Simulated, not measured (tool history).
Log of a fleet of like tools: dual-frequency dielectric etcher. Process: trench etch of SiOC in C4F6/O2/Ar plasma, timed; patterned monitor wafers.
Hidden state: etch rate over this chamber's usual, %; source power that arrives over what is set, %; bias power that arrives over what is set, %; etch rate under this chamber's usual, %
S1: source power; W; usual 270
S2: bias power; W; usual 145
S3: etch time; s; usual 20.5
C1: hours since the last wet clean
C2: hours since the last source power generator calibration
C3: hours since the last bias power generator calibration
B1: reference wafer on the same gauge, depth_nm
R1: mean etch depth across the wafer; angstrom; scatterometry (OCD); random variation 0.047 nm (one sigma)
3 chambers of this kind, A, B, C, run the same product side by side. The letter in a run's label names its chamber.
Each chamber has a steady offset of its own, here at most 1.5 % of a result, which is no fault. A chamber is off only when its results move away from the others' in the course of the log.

run 1A hour=4 | S1=270 S2=145 S3=20.5 | C1=212 C2=949.5 C3=3092 | B1=29.505 | R1=344.42
run 2C hour=7.1 | S1=270 S2=145 S3=20.5 | C1=199.9 C2=509.4 C3=1778.5 | B1=29.499 | R1=340.91
run 3B hour=11.8 | S1=270 S2=145 S3=20.5 | C1=262.7 C2=311.6 C3=2877.9 | B1=29.488 | R1=344.45
run 4A hour=15 | S1=270 S2=145 S3=20.5 | C1=223 C2=960.5 C3=3103 | B1=29.475 | R1=345.54
run 5B hour=18.5 | S1=270 S2=122 S3=20.5 | C1=269.4 C2=318.3 C3=2884.6 | B1=29.479 | R1=326.91
run 6C hour=22.8 | S1=270 S2=122 S3=20.5 | C1=215.6 C2=525.1 C3=1794.2 | B1=29.473 | R1=322.27
run 7A hour=28 | S1=270 S2=122 S3=20.5 | C1=236 C2=973.5 C3=3116 | B1=29.474 | R1=326.74
run 8B hour=33 | S1=270 S2=173 S3=20.5 | C1=283.9 C2=332.8 C3=2899.1 | B1=29.469 | R1=363.6
run 9C hour=38.9 | S1=270 S2=173 S3=20.5 | C1=231.7 C2=541.2 C3=1810.3 | B1=29.46 | R1=359.17
run 10B hour=42.2 | S1=270 S2=173 S3=20.5 | C1=293.1 C2=342 C3=2908.3 | B1=29.461 | R1=363.38
run 11A hour=48.2 | S1=270 S2=156 S3=25.5 | C1=256.2 C2=993.7 C3=3136.2 | B1=29.453 | R1=437.71
run 12C hour=54.8 | S1=270 S2=156 S3=25.5 | C1=247.6 C2=557.1 C3=1826.2 | B1=29.442 | R1=433.15
run 13A hour=61.9 | S1=270 S2=156 S3=25.5 | C1=269.9 C2=1007.4 C3=3149.9 | B1=29.426 | R1=439.04
run 14C hour=68.2 | S1=270 S2=145 S3=20.5 | C1=261 C2=570.5 C3=1839.6 | B1=29.425 | R1=340.5
run 15B hour=73.5 | S1=200 S2=121 S3=20.5 | C1=324.4 C2=373.3 C3=2939.6 | B1=29.425 | R1=287.63
run 16C hour=79.6 | S1=200 S2=121 S3=20.5 | C1=272.4 C2=581.9 C3=1851 | B1=29.414 | R1=286.01
run 17A hour=82.8 | S1=200 S2=121 S3=20.5 | C1=290.8 C2=1028.3 C3=3170.8 | B1=29.411 | R1=289.61
run 18B hour=89.6 | S1=230 S2=145 S3=15 | C1=340.5 C2=389.4 C3=2955.7 | B1=29.401 | R1=235.77
run 19C hour=95.6 | S1=230 S2=145 S3=15 | C1=288.4 C2=597.9 C3=1867 | B1=29.399 | R1=233.38
run 20A hour=101.5 | S1=230 S2=145 S3=15 | C1=309.5 C2=1047 C3=3189.5 | B1=29.394 | R1=236.31
run 21B hour=107.4 | S1=270 S2=145 S3=20.5 | C1=358.3 C2=407.2 C3=2973.5 | B1=29.381 | R1=343.18
run 22B hour=111.5 | S1=270 S2=145 S3=20.5 | C1=362.4 C2=411.3 C3=2977.6 | B1=29.379 | R1=342.19
run 23C hour=116.7 | S1=270 S2=145 S3=20.5 | C1=309.5 C2=619 C3=1888.1 | B1=29.377 | R1=339.09
run 24A hour=119.9 | S1=270 S2=145 S3=20.5 | C1=327.9 C2=1065.4 C3=3207.9 | B1=29.365 | R1=344.2
run 25C hour=125.9 | S1=270 S2=145 S3=20.5 | C1=318.7 C2=628.2 C3=1897.3 | B1=29.355 | R1=338.85
run 26B hour=131.9 | S1=300 S2=145 S3=15 | C1=382.8 C2=431.7 C3=2998 | B1=29.362 | R1=262.17
run 27A hour=138.2 | S1=300 S2=145 S3=15 | C1=346.2 C2=1083.7 C3=3226.2 | B1=29.345 | R1=262.48
run 28B hour=143.1 | S1=300 S2=145 S3=15 | C1=394 C2=442.9 C3=3009.2 | B1=29.348 | R1=261.64
run 29C hour=150 | S1=270 S2=145 S3=20.5 | C1=342.8 C2=652.3 C3=1921.4 | B1=29.33 | R1=339.06

Is one chamber off against the others, does the gauge drift, or is nothing wrong? If a chamber is off, say which, and what the likeliest cause is.

The gauge drifts, so all chambers seem to drift together. No chamber is off.
Cause: gauge reads low (%) = 0.568.
